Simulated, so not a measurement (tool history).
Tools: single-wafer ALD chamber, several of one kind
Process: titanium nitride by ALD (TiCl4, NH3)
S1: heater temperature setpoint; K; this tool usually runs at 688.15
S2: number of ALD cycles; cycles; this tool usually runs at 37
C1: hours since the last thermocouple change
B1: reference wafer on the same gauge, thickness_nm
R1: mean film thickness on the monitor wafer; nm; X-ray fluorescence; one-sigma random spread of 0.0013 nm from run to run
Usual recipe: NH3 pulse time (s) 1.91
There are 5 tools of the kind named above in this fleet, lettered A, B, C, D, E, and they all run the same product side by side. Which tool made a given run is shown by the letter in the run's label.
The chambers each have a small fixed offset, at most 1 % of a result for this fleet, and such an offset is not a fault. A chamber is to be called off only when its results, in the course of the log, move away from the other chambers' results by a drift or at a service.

Run 1E, hour 4.4: usual settings; C1 2331.6; B1 0.66676. Result: R1 0.82216 nm.
Run 2C, hour 11: usual settings; C1 853.5; B1 0.66692. Result: R1 0.82569 nm.
Run 3A, hour 16: usual settings; C1 2025.5; B1 0.66685. Result: R1 0.82206 nm.
Run 4D, hour 22.4: usual settings; C1 1468.8; B1 0.66674. Result: R1 0.82002 nm.
Run 5B, hour 26.9: usual settings; C1 1321.6; B1 0.66653. Result: R1 0.81495 nm.
Run 6D, hour 31.6: usual settings; C1 1478; B1 0.66647. Result: R1 0.81879 nm.
Run 7E, hour 37.3: usual settings but S1 694.15 K; C1 2364.5; B1 0.6661. Result: R1 0.82417 nm.
Run 8B, hour 40.2: usual settings but S1 694.15 K; C1 1334.9; B1 0.66632. Result: R1 0.81714 nm.
At hour 41.3: chamber A: thermocouple changed; heater temperature recalibrated.
Run 9C, hour 43.8: usual settings but S1 694.15 K; C1 886.3; B1 0.66615. Result: R1 0.82559 nm.
Run 10A, hour 47.4: usual settings but S1 694.15 K; C1 6.2; B1 0.6661. Result: R1 0.82633 nm.
Run 11B, hour 51.2: usual settings but S1 694.15 K; C1 1345.9; B1 0.666. Result: R1 0.81427 nm.
Run 12A, hour 55.3: usual settings; C1 14.1; B1 0.66569. Result: R1 0.82437 nm.
Run 13C, hour 61.8: usual settings but S1 694.15 K; C1 904.3; B1 0.66564. Result: R1 0.82581 nm.
Run 14D, hour 68: usual settings but S1 694.15 K; C1 1514.4; B1 0.66568. Result: R1 0.82059 nm.
Run 15E, hour 72.1: usual settings but S1 694.15 K; C1 2399.3; B1 0.66535. Result: R1 0.82601 nm.
Run 16A, hour 76.4: usual settings but S1 694.15 K; C1 35.2; B1 0.66544. Result: R1 0.82571 nm.
Run 17B, hour 80.6: usual settings but S1 694.15 K; C1 1375.3; B1 0.66516. Result: R1 0.81356 nm.
Run 18D, hour 85.4: usual settings; C1 1531.8; B1 0.66512. Result: R1 0.81569 nm.
Run 19C, hour 90: usual settings but S1 678.15 K, NH3 pulse time (s) 2.15; C1 932.5; B1 0.66515. Result: R1 0.82082 nm.
Run 20E, hour 95.1: usual settings but S1 678.15 K, NH3 pulse time (s) 2.15; C1 2422.3; B1 0.66523. Result: R1 0.82284 nm.
Run 21A, hour 100.6: usual settings but S1 678.15 K, NH3 pulse time (s) 2.15; C1 59.4; B1 0.66491. Result: R1 0.82402 nm.
At hour 101.1: chamber E: thermocouple changed; heater temperature recalibrated.
Run 22B, hour 105.4: usual settings but S1 678.15 K, NH3 pulse time (s) 2.15; C1 1400.1; B1 0.66489. Result: R1 0.81428 nm.
Run 23C, hour 108.9: usual settings but S1 678.15 K, NH3 pulse time (s) 2.15; C1 951.4; B1 0.66505. Result: R1 0.82427 nm.
Run 24E, hour 113.7: usual settings but S1 675.15 K, NH3 pulse time (s) 1.32; C1 12.6; B1 0.66473. Result: R1 0.8013 nm.
Run 25D, hour 116.9: usual settings but S1 675.15 K, NH3 pulse time (s) 1.32; C1 1563.3; B1 0.66451. Result: R1 0.79962 nm.
Run 26C, hour 120.5: usual settings but S1 675.15 K, NH3 pulse time (s) 1.32; C1 963; B1 0.66456. Result: R1 0.80531 nm.
Run 27D, hour 126.6: usual settings but S1 675.15 K, NH3 pulse time (s) 1.32; C1 1573; B1 0.66435. Result: R1 0.79928 nm.
Run 28E, hour 130.1: usual settings but S1 675.15 K, NH3 pulse time (s) 1.32; C1 29; B1 0.66427. Result: R1 0.80178 nm.
Run 29B, hour 134.4: usual settings but S1 700.15 K; C1 1429.1; B1 0.66437. Result: R1 0.81514 nm.
Run 30A, hour 139.8: usual settings but S1 700.15 K; C1 98.6; B1 0.66402. Result: R1 0.82629 nm.
Run 31C, hour 144: usual settings but S1 700.15 K; C1 986.5; B1 0.66394. Result: R1 0.82662 nm.
Run 32B, hour 148.1: usual settings but S1 700.15 K; C1 1442.8; B1 0.66363. Result: R1 0.81493 nm.
Run 33D, hour 154.6: usual settings but S1 700.15 K; C1 1601; B1 0.66349. Result: R1 0.81744 nm.
Run 34E, hour 161: usual settings; C1 59.9; B1 0.66359. Result: R1 0.81772 nm.
Run 35A, hour 165.1: usual settings but NH3 pulse time (s) 2.37; C1 123.9; B1 0.66339. Result: R1 0.82895 nm.
At hour 166.9: chamber B: thermocouple changed; heater temperature recalibrated.
Run 36D, hour 171.4: usual settings but NH3 pulse time (s) 2.37; C1 1617.8; B1 0.6633. Result: R1 0.82065 nm.
Run 37A, hour 174.5: usual settings but NH3 pulse time (s) 2.37; C1 133.3; B1 0.66334. Result: R1 0.82457 nm.
Run 38E, hour 177.8: usual settings but NH3 pulse time (s) 2.37; C1 76.7; B1 0.66324. Result: R1 0.82296 nm.
Run 39B, hour 181.7: usual settings but NH3 pulse time (s) 2.37; C1 14.8; B1 0.66325. Result: R1 0.81412 nm.
Run 40C, hour 186.2: usual settings; C1 1028.7; B1 0.66324. Result: R1 0.82168 nm.
Run 41E, hour 191: usual settings; C1 89.9; B1 0.6628. Result: R1 0.81854 nm.
Run 42B, hour 195.6: usual settings; C1 28.7; B1 0.66272. Result: R1 0.80699 nm.
Run 43A, hour 201.1: usual settings; C1 159.9; B1 0.66284. Result: R1 0.82257 nm.
Run 44C, hour 204.6: usual settings; C1 1047.1; B1 0.66273. Result: R1 0.81846 nm.

Read the log: is a single chamber off, either drifting away or since a service, is the gauge that measures every chamber drifting, or is nothing wrong beyond small per-chamber offsets? Name any odd chamber and what most likely caused it.

It is the gauge, not a chamber: its drift shows up in every chamber's results at once, and no chamber is off.
What lies behind it: gauge reads low (%) = 0.659.
